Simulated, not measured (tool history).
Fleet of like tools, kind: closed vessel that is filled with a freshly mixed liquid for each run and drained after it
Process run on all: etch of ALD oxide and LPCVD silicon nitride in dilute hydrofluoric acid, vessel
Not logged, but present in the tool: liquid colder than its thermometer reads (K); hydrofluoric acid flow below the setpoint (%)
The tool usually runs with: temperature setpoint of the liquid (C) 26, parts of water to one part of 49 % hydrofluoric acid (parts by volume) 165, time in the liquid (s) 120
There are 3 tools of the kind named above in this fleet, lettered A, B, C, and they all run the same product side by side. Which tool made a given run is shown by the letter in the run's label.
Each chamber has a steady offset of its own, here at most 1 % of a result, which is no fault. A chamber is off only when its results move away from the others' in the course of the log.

run   hour  temperature setpoint of the liquid (C)  parts of water to one part of 49 % hydrofluoric acid (parts by volume)  time in the liquid (s)  hours since the thermometer was replaced  hours since the hydrofluoric acid flow meter was replaced  read-back film thickness of the ALD oxide reference wafer, read on the same gauge (nm)  read-back film thickness of the LPCVD silicon nitride reference wafer, read on the same gauge (nm)  thickness taken off the ALD oxide on a monitor wafer (angstrom)  thickness taken off the LPCVD silicon nitride on a monitor wafer (angstrom)
 1C    4.4                                      26                                                                     165                     120                                     677.3                                                      198.8                                                                                  70.005                                                                                              39.983                                                           102.18                                                                       3.5996
 2B   10.5                                      26                                                                     165                     120                                     437.4                                                      244.5                                                                                  69.968                                                                                               39.99                                                           103.04                                                                       3.3447
 3A   19.6                                      26                                                                     165                     120                                    2379.6                                                      518.4                                                                                  70.022                                                                                              39.998                                                           103.73                                                                       3.3279
 4A   25.3                                      26                                                                     165                     120                                    2385.3                                                      524.1                                                                                   70.01                                                                                              39.972                                                           102.83                                                                       3.8327
 5C   32.8                                      26                                                                     165                     120                                     705.7                                                      227.2                                                                                  70.021                                                                                              40.035                                                           102.51                                                                       3.5146
 6B   37.9                                      26                                                                     165                     120                                     464.8                                                      271.9                                                                                  70.013                                                                                              40.012                                                           103.39                                                                       3.6537
 7B     43                                      26                                                                     165                      70                                     469.9                                                        277                                                                                  69.999                                                                                              40.041                                                           60.528                                                                       1.9985
 8A   47.9                                      26                                                                     165                      70                                    2407.9                                                      546.7                                                                                  70.008                                                                                              39.953                                                           60.182                                                                       2.1776
 9C   54.5                                      26                                                                     165                      70                                     727.4                                                      248.9                                                                                  69.976                                                                                              39.991                                                            59.74                                                                       2.1104
10A   63.1                                      26                                                                     165                     120                                    2423.1                                                      561.9                                                                                  70.027                                                                                              40.007                                                            101.9                                                                       4.0835
11C     72                                      26                                                                     165                     120                                     744.9                                                      266.4                                                                                  70.009                                                                                              40.007                                                           103.21                                                                       3.6508
12B   76.5                                      26                                                                     165                     120                                     503.4                                                      310.5                                                                                   69.99                                                                                              39.984                                                           103.27                                                                       3.9107
13A   82.1                                      26                                                                     165                     120                                    2442.1                                                      580.9                                                                                  70.014                                                                                              39.989                                                           102.92                                                                       3.6368
14C   89.2                                      26                                                                     165                     120                                     762.1                                                      283.6                                                                                  69.991                                                                                               39.97                                                            102.9                                                                       3.5833
15B   96.9                                      26                                                                     165                     120                                     523.8                                                      330.9                                                                                  70.011                                                                                              39.981                                                           103.62                                                                       3.5539
16A  103.5                                      26                                                                     220                      95                                    2463.5                                                      602.3                                                                                  70.008                                                                                              39.991                                                           57.114                                                                       2.2167
17C  111.8                                      26                                                                     220                      95                                     784.7                                                      306.2                                                                                   70.02                                                                                              39.966                                                           57.004                                                                       1.9601
18B  120.4                                      26                                                                     220                      95                                     547.3                                                      354.4                                                                                  70.007                                                                                               39.98                                                           58.579                                                                        2.404
       127  -- chamber C: thermometer replaced
19B  129.5                                      26                                                                     165                     120                                     556.4                                                      363.5                                                                                  70.009                                                                                              40.017                                                           103.63                                                                       3.8108
20A  137.5                                      26                                                                     165                     120                                    2497.5                                                      636.3                                                                                  69.999                                                                                              39.986                                                           103.32                                                                       3.9066
21C  145.2                                      26                                                                     165                     120                                      18.3                                                      339.6                                                                                   70.01                                                                                              39.958                                                           102.51                                                                       3.8208
22B  150.8                                      26                                                                     165                     120                                     577.7                                                      384.8                                                                                  69.983                                                                                              39.956                                                           104.07                                                                        3.503
23C  158.8                                      26                                                                     165                     120                                      31.9                                                      353.2                                                                                  70.006                                                                                              39.972                                                           103.17                                                                       3.5727
24A    167                                      26                                                                     165                     155                                      2527                                                      665.8                                                                                  69.984                                                                                              40.021                                                            132.6                                                                       5.3067
25C  176.5                                      26                                                                     165                     155                                      49.6                                                      370.9                                                                                   69.97                                                                                              40.002                                                            131.7                                                                       4.4862
26A  185.6                                      26                                                                     165                     155                                    2545.6                                                      684.4                                                                                  69.994                                                                                              40.048                                                            133.8                                                                       4.9345
27B  194.4                                      26                                                                     165                     120                                     621.3                                                      428.4                                                                                  69.998                                                                                              40.028                                                           103.71                                                                       4.0164
28B  199.2                                      26                                                                     130                     120                                     626.1                                                      433.2                                                                                  69.982                                                                                              40.025                                                           138.08                                                                       4.9989
29A  207.5                                      26                                                                     130                     120                                    2567.5                                                      706.3                                                                                  70.016                                                                                              40.053                                                           136.19                                                                       5.1704
30C  211.8                                      26                                                                     130                     120                                      84.9                                                      406.2                                                                                  69.999                                                                                              40.039                                                           135.96                                                                       4.8186
31B  216.5                                    23.5                                                                     240                     120                                     643.4                                                      450.5                                                                                   69.99                                                                                              39.965                                                           59.855                                                                       1.9441
32C  222.7                                    23.5                                                                     240                     120                                      95.8                                                      417.1                                                                                  70.012                                                                                              39.983                                                           58.829                                                                       2.2146
33A    228                                    23.5                                                                     240                     120                                      2588                                                      726.8                                                                                  70.003                                                                                              39.994                                                           59.776                                                                       1.9464
34A  234.1                                      26                                                                     165                     120                                    2594.1                                                      732.9                                                                                  69.986                                                                                              39.963                                                           102.98                                                                       3.4913
35B  241.2                                      26                                                                     165                     120                                     668.1                                                      475.2                                                                                  69.984                                                                                              40.008                                                           103.36                                                                        3.626
36C  250.5                                      26                                                                     165                     120                                     123.6                                                      444.9                                                                                  70.028                                                                                              39.971                                                           102.48                                                                       3.4461
37B  257.4                                      26                                                                     165                     120                                     684.3                                                      491.4                                                                                      70                                                                                              39.993                                                           103.73                                                                       4.1473
38A  265.9                                      26                                                                     165                     120                                    2625.9                                                      764.7                                                                                  69.992                                                                                              39.925                                                            102.6                                                                       3.3996
39C  270.2                                      26                                                                     165                     120                                     143.3                                                      464.6                                                                                  70.015                                                                                              40.015                                                           102.66                                                                       3.4956
40C  276.9                                      26                                                                     165                     120                                       150                                                      471.3                                                                                  70.003                                                                                              39.985                                                           102.03                                                                       3.4045
41A  286.1                                      26                                                                     165                     120                                    2646.1                                                      784.9                                                                                  70.021                                                                                              39.983                                                           102.88                                                                       3.2923
42B  295.5                                      26                                                                     165                     120                                     722.4                                                      529.5                                                                                  69.996                                                                                              39.998                                                           104.33                                                                       3.5835

Predict what each chamber gives when all 3 of them run the settings below next.
43A  302.4                                      26                                                                     165                     120                                                                                                                                                                                                                                                                                                                                                                 ?                                                                            ?
43B  302.4                                      26                                                                     165                     120                                                                                                                                                                                                                                                                                                                                                                 ?                                                                            ?
43C  302.4                                      26                                                                     165                     120                                                                                                                                                                                                                                                                                                                                                                 ?                                                                            ?

run  thickness taken off the ALD oxide on a monitor wafer (angstrom)  thickness taken off the LPCVD silicon nitride on a monitor wafer (angstrom)
43A                                                           102.43                                                                       3.5095
43B                                                            103.8                                                                        4.013
43C                                                           102.51                                                                       3.6768

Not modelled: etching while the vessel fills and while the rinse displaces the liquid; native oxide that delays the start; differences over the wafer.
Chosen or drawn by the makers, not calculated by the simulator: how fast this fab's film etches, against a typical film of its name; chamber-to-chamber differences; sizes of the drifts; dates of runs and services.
